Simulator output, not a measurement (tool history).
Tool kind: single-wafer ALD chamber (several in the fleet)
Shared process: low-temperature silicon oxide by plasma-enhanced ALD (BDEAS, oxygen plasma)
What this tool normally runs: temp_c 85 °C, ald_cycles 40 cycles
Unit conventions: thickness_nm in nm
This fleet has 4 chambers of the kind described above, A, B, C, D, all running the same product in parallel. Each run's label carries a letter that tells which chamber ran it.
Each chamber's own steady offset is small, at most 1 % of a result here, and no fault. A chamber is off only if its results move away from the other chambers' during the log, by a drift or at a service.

run,day,temp_c,ald_cycles,hours since the last thermocouple change,"read-back reference wafer on the same gauge, thickness_nm",thickness_nm
1D,0.554,85,40,912.8,4.9015,5.9668
2B,1.05,85,40,38.9,4.9025,6.0357
3A,1.358,85,40,139.6,4.897,5.9837
4C,1.833,85,40,500.7,4.9019,6.0112
5D,2.317,85,40,955.1,4.9028,5.9787
6B,2.767,85,40,80.1,4.899,6.0966
7A,3.029,94,44,179.7,4.8991,6.4355
8C,3.433,94,44,539.1,4.8945,6.3978
9C,3.988,94,44,552.4,4.9029,6.4001
10A,4.312,94,44,210.5,4.9016,6.4219
11D,4.567,96,47,1009.1,4.897,6.7847
12B,4.821,96,47,129.4,4.8995,6.9228
13B,5.342,96,47,141.9,4.8984,6.8541
14C,5.708,96,47,593.7,4.9014,6.7699
15D,6.008,85,40,1043.7,4.9013,5.9331
16A,6.354,85,40,259.5,4.8967,6.0027
17B,6.708,85,40,174.7,4.8969,6.0494
18A,7.262,85,40,281.3,4.9042,6.0182
19D,7.729,85,40,1085,4.9031,6.0138
20C,8.012,85,40,649,4.9028,6.0087
21A,8.4,85,34,308.6,4.8916,5.0945
22C,8.925,85,34,670.9,4.898,5.0971
23B,9.188,85,34,234.2,4.9072,5.1262
24D,9.729,85,34,1133,4.8968,5.0735

One chamber off, gauge drift, or nothing amiss beyond the chambers' own small offsets? If it is a chamber, which one, and what is the likeliest cause?

No chamber is off and the gauge is stable; the differences are just each chamber's small, constant offset.
